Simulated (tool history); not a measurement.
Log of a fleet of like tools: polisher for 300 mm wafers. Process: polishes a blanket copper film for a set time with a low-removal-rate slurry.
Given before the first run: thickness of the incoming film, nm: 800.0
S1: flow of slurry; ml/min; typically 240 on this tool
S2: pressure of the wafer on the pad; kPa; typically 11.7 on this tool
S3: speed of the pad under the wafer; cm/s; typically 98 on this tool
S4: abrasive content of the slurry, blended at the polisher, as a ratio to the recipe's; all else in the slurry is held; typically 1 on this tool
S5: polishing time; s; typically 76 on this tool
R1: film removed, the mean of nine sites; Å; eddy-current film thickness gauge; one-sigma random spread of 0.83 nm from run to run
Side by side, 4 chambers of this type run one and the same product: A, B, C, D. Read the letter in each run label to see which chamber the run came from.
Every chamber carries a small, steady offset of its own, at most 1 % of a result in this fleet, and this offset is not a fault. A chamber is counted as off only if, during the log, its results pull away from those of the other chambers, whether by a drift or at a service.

| run | hour | S1 | S2 | S3 | S4 | S5 | R1 |
|---|---|---|---|---|---|---|---|
|  | 5.7 | chamber A: slurry blender recalibrated |
| 1C | 6.3 | 240 | 11.7 | 98 | 1 | 76 | 1189.5 |
| 2B | 12.8 | 240 | 11.7 | 98 | 1 | 76 | 1183.9 |
|  | 19 | chamber C: slurry blender recalibrated |
| 3A | 19.5 | 240 | 11.7 | 98 | 1 | 76 | 1211.8 |
| 4D | 26.2 | 240 | 11.7 | 98 | 1 | 76 | 1184.9 |
| 5A | 32.7 | 240 | 11.7 | 98 | 1 | 76 | 1226.2 |
|  | 33.7 | chamber D: worn pad replaced by a new one |
| 6C | 39.2 | 240 | 11.7 | 98 | 1 | 76 | 1205.7 |
|  | 42.4 | chamber C: worn pad replaced by a new one |
| 7B | 43.3 | 240 | 11.7 | 98 | 1 | 76 | 1194.8 |
| 8D | 47.2 | 240 | 11.7 | 98 | 1 | 76 | 1203.2 |
|  | 50.2 | chamber A: worn pad replaced by a new one |
| 9A | 52.3 | 240 | 11.7 | 98 | 1 | 76 | 1220.1 |
|  | 56.3 | chamber B: worn pad replaced by a new one |
| 10C | 57.7 | 240 | 11.7 | 98 | 1 | 76 | 1202.8 |
| 11B | 63 | 240 | 11.7 | 98 | 1 | 76 | 1176.8 |
|  | 67.6 | chamber A: slurry nozzle cleaned |
| 12D | 68.3 | 240 | 11.7 | 98 | 1 | 65 | 1021.9 |
| 13B | 75.8 | 240 | 11.7 | 98 | 1 | 65 | 1018.3 |
|  | 77.3 | chamber C: head pressure recalibrated |
|  | 77.4 | chamber D: slurry blender recalibrated |
|  | 82.2 | chamber C: slurry nozzle cleaned |
| 14D | 83.3 | 240 | 11.7 | 98 | 1 | 65 | 1017.8 |
| 15A | 88.1 | 240 | 11.7 | 98 | 1 | 65 | 1033.6 |
| 16C | 95.2 | 240 | 11.7 | 98 | 1 | 76 | 1170.6 |
|  | 97 | chamber B: slurry nozzle cleaned |
| 17B | 101.8 | 240 | 11.7 | 98 | 1 | 76 | 1195.3 |
| 18C | 107.6 | 240 | 11.7 | 98 | 1 | 76 | 1139 |
| 19D | 115.3 | 240 | 11.7 | 98 | 1 | 76 | 1200.8 |
|  | 116.4 | chamber D: worn pad replaced by a new one |
| 20A | 120.2 | 240 | 11.7 | 98 | 1 | 76 | 1213.8 |
| 21B | 124.5 | 240 | 11.7 | 98 | 1 | 76 | 1184.5 |
| 22A | 128.4 | 240 | 11.7 | 98 | 1 | 76 | 1212.2 |
| 23C | 134.4 | 240 | 11.7 | 98 | 1 | 76 | 1153.4 |
|  | 134.6 | chamber B: worn pad replaced by a new one |
| 24D | 139.6 | 240 | 11.7 | 118 | 0.75 | 76 | 1361.2 |
| 25D | 144.1 | 240 | 11.7 | 118 | 0.75 | 76 | 1366.4 |
| 26B | 148.9 | 240 | 11.7 | 118 | 0.75 | 76 | 1353.8 |

All 4 chambers run these settings next. Forecast each chamber's results:
| 27A | 154.5 | 240 | 11.7 | 98 | 1 | 76 | ? |
| 27B | 154.5 | 240 | 11.7 | 98 | 1 | 76 | ? |
| 27C | 154.5 | 240 | 11.7 | 98 | 1 | 76 | ? |
| 27D | 154.5 | 240 | 11.7 | 98 | 1 | 76 | ? |

| run | R1 |
|---|---|
| 27A | 1201.8 |
| 27B | 1206.1 |
| 27C | 1150 |
| 27D | 1176.3 |
